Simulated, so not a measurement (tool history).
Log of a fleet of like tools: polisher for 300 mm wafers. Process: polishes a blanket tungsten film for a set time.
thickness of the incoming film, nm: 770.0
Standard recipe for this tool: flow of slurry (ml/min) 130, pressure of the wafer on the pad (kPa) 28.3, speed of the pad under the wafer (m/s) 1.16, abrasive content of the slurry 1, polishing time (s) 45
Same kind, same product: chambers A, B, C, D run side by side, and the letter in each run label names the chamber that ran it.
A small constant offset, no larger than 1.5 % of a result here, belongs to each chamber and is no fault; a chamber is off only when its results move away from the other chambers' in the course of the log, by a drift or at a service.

| run | hour | flow of slurry (ml/min) | pressure of the wafer on the pad (kPa) | speed of the pad under the wafer (m/s) | abrasive content of the slurry | polishing time (s) | wafers polished on this pad | hours since the slurry nozzle was cleaned | hours since the head pressure was calibrated | hours since the slurry blender was calibrated | hours since the slurry got fresh peroxide | film removed (nm) |
|---|---|---|---|---|---|---|---|---|---|---|---|---|
|  | 2.7 | chamber B: slurry nozzle cleaned |
|  | 7.7 | chamber D: head pressure recalibrated |
| 1D | 12.2 | 130 | 28.3 | 1.16 | 1 | 45 | 549 | 103.3 | 4.6 | 154.9 | 27.7 | 328.58 |
| 2A | 24.9 | 130 | 28.3 | 1.16 | 1 | 45 | 231 | 500.2 | 488.4 | 124.3 | 83.0 | 321.78 |
|  | 28.3 | chamber A: slurry tank refilled with fresh slurry and peroxide |
| 3C | 33.2 | 130 | 28.3 | 1.16 | 1 | 45 | 523 | 50.9 | 423.5 | 159.2 | 118.8 | 320.42 |
|  | 35.2 | chamber B: slurry blender recalibrated |
| 4B | 39.2 | 130 | 28.3 | 1.16 | 1 | 45 | 330 | 36.5 | 73.7 | 4.0 | 86.3 | 324.97 |
|  | 42.9 | chamber C: slurry tank refilled with fresh slurry and peroxide |
|  | 46.3 | chamber D: worn pad replaced by a new one |
| 5A | 49.3 | 130 | 28.3 | 1.16 | 1 | 45 | 406 | 524.6 | 512.8 | 148.7 | 21.1 | 325.13 |
| 6B | 55.3 | 130 | 28.3 | 1.16 | 1 | 45 | 445 | 52.6 | 89.8 | 20.1 | 102.4 | 326.43 |
|  | 64.2 | chamber D: slurry tank refilled with fresh slurry and peroxide |
| 7D | 65.5 | 130 | 28.3 | 1.16 | 1 | 45 | 138 | 156.6 | 57.9 | 208.2 | 1.4 | 322.77 |
| 8C | 78.3 | 130 | 28.3 | 1.16 | 1 | 45 | 846 | 96.0 | 468.6 | 204.3 | 35.5 | 321.90 |
|  | 78.9 | chamber B: slurry tank refilled with fresh slurry and peroxide |
| 9A | 85.5 | 130 | 28.3 | 1.16 | 1 | 45 | 665 | 560.8 | 549.0 | 184.9 | 57.3 | 323.72 |
| 10C | 93.9 | 130 | 28.3 | 1.16 | 1 | 45 | 958 | 111.6 | 484.2 | 219.9 | 51.1 | 326.46 |
|  | 98.3 | chamber C: head pressure recalibrated |
| 11B | 107.3 | 130 | 28.3 | 1.16 | 1 | 45 | 818 | 104.6 | 141.8 | 72.1 | 28.5 | 328.45 |
|  | 112.0 | chamber A: worn pad replaced by a new one |
|  | 113.2 | chamber C: worn pad replaced by a new one |
| 12D | 120.3 | 130 | 28.3 | 1.16 | 1 | 45 | 530 | 211.4 | 112.7 | 263.0 | 56.2 | 322.28 |
| 13C | 127.7 | 130 | 28.3 | 1.16 | 1 | 45 | 104 | 145.4 | 29.4 | 253.7 | 84.9 | 318.02 |
|  | 133.6 | chamber D: slurry tank refilled with fresh slurry and peroxide |
| 14B | 134.7 | 130 | 28.3 | 1.16 | 1 | 45 | 1014 | 132.0 | 169.2 | 99.5 | 55.9 | 330.81 |
|  | 138.2 | chamber B: worn pad replaced by a new one |
|  | 140.9 | chamber A: slurry tank refilled with fresh slurry and peroxide |
|  | 145.9 | chamber C: slurry tank refilled with fresh slurry and peroxide |
| 15A | 148.3 | 130 | 28.3 | 1.16 | 1 | 45 | 260 | 623.6 | 611.8 | 247.7 | 7.4 | 322.01 |
| 16D | 161.0 | 130 | 28.3 | 0.82 | 1 | 52 | 822 | 252.1 | 153.4 | 303.7 | 27.4 | 268.42 |
|  | 173.0 | chamber D: worn pad replaced by a new one |
| 17A | 174.1 | 130 | 28.3 | 0.82 | 1 | 52 | 445 | 649.4 | 637.6 | 273.5 | 33.2 | 265.96 |
|  | 178.8 | chamber C: slurry blender recalibrated |
| 18B | 187.0 | 130 | 28.3 | 0.82 | 1 | 52 | 350 | 184.3 | 221.5 | 151.8 | 108.2 | 266.21 |
| 19D | 195.7 | 130 | 28.3 | 0.82 | 1 | 52 | 163 | 286.8 | 188.1 | 338.4 | 62.1 | 264.41 |
| 20C | 206.2 | 130 | 28.3 | 1.16 | 1 | 45 | 666 | 223.9 | 107.9 | 27.4 | 60.3 | 319.97 |
| 21D | 215.0 | 130 | 28.3 | 1.16 | 1 | 45 | 301 | 306.1 | 207.4 | 357.7 | 81.4 | 321.03 |
|  | 216.2 | chamber D: slurry tank refilled with fresh slurry and peroxide |
| 22C | 223.7 | 130 | 28.3 | 1.40 | 1 | 45 | 791 | 241.4 | 125.4 | 44.9 | 77.8 | 385.90 |
|  | 226.9 | chamber B: slurry nozzle cleaned |
|  | 228.6 | chamber D: slurry blender recalibrated |
| 23A | 229.6 | 130 | 28.3 | 1.40 | 1 | 45 | 842 | 704.9 | 693.1 | 329.0 | 88.7 | 384.96 |
| 24B | 240.9 | 130 | 28.3 | 1.40 | 1 | 45 | 736 | 14.1 | 275.4 | 205.7 | 162.1 | 401.60 |
|  | 241.3 | chamber B: slurry tank refilled with fresh slurry and peroxide |
|  | 245.7 | chamber A: worn pad replaced by a new one |
|  | 245.8 | chamber A: slurry tank refilled with fresh slurry and peroxide |
| 25D | 254.3 | 130 | 28.3 | 1.40 | 1 | 45 | 582 | 345.4 | 246.7 | 25.7 | 38.1 | 390.87 |
|  | 259.9 | chamber C: slurry tank refilled with fresh slurry and peroxide |
|  | 260.0 | chamber C: worn pad replaced by a new one |
| 26A | 260.5 | 130 | 28.3 | 1.16 | 1 | 45 | 106 | 735.8 | 724.0 | 359.9 | 14.8 | 317.43 |
| 27B | 273.9 | 130 | 28.3 | 1.16 | 1 | 45 | 972 | 47.1 | 308.4 | 238.7 | 32.7 | 328.52 |
|  | 277.9 | chamber B: worn pad replaced by a new one |
| 28C | 283.2 | 130 | 28.3 | 1.16 | 1 | 45 | 166 | 300.9 | 184.9 | 104.4 | 23.3 | 326.91 |
|  | 284.9 | chamber D: slurry tank refilled with fresh slurry and peroxide |
| 29A | 293.3 | 130 | 28.3 | 1.16 | 1 | 45 | 341 | 768.6 | 756.8 | 392.7 | 47.6 | 310.99 |
|  | 294.3 | chamber D: worn pad replaced by a new one |
|  | 296.1 | chamber A: slurry nozzle cleaned |
| 30B | 300.9 | 130 | 28.3 | 1.16 | 1 | 45 | 165 | 74.1 | 335.4 | 265.7 | 59.7 | 325.86 |
| 31D | 307.2 | 130 | 28.3 | 1.16 | 1 | 45 | 92 | 398.3 | 299.6 | 78.6 | 22.4 | 328.07 |
| 32C | 314.4 | 130 | 28.3 | 1.16 | 1 | 45 | 390 | 332.1 | 216.1 | 135.6 | 54.5 | 323.84 |
| 33B | 322.2 | 130 | 28.3 | 1.16 | 1 | 45 | 317 | 95.4 | 356.7 | 287.0 | 81.0 | 329.95 |
| 34D | 334.4 | 130 | 28.3 | 1.16 | 1 | 45 | 287 | 425.5 | 326.8 | 105.8 | 49.6 | 316.58 |
|  | 339.5 | chamber A: slurry tank refilled with fresh slurry and peroxide |
| 35A | 343.7 | 130 | 28.3 | 1.16 | 1 | 45 | 702 | 47.7 | 807.2 | 443.1 | 4.2 | 298.80 |
|  | 352.4 | chamber D: slurry tank refilled with fresh slurry and peroxide |
| 36C | 355.3 | 130 | 28.3 | 1.16 | 1 | 45 | 683 | 373.0 | 257.0 | 176.5 | 95.4 | 326.21 |
| 37D | 367.4 | 130 | 28.3 | 1.16 | 1 | 45 | 524 | 458.5 | 359.8 | 138.8 | 15.0 | 322.81 |

Read the log: is a single chamber off, either drifting away or since a service, is the gauge that measures every chamber drifting, or is nothing wrong beyond small per-chamber offsets? Name any odd chamber and what most likely caused it.

One chamber, A, drifts off from the rest bit by bit.
What lies behind it: abrasive missing from the slurry, % = 36.1.
The log may not tell that from: head's pressure below its setpoint, %.

Here are 4 candidates for chamber A's next run, each the usual settings with a change, their results left as question marks. Which one brings its results back in line with what the others give on the usual settings?
In line means no further than this from the other chambers' mean on the usual settings: film removed (nm) 14.00
| 38A-1 | 377.2 | 130 | 28.3 | 1.04 | 1 | 45 |  |  |  |  |  | ? |
| 38A-2 | 377.2 | 130 | 27.6 | 1.16 | 1 | 45 |  |  |  |  |  | ? |
| 38A-3 | 377.2 | 130 | 28.3 | 1.18 | 1 | 46 |  |  |  |  |  | ? |
| 38A-4 | 377.2 | 130 | 29.6 | 1.22 | 1 | 45 |  |  |  |  |  | ? |

Average result of the remaining chambers running the usual settings: film removed (nm) 324.62
| run | film removed (nm) |
|---|---|
| 38A-1 | 259.98 |
| 38A-2 | 283.10 |
| 38A-3 | 301.73 |
| 38A-4 | 320.05 |
38A-4 is the one that brings the chamber's results back in line with the other chambers.
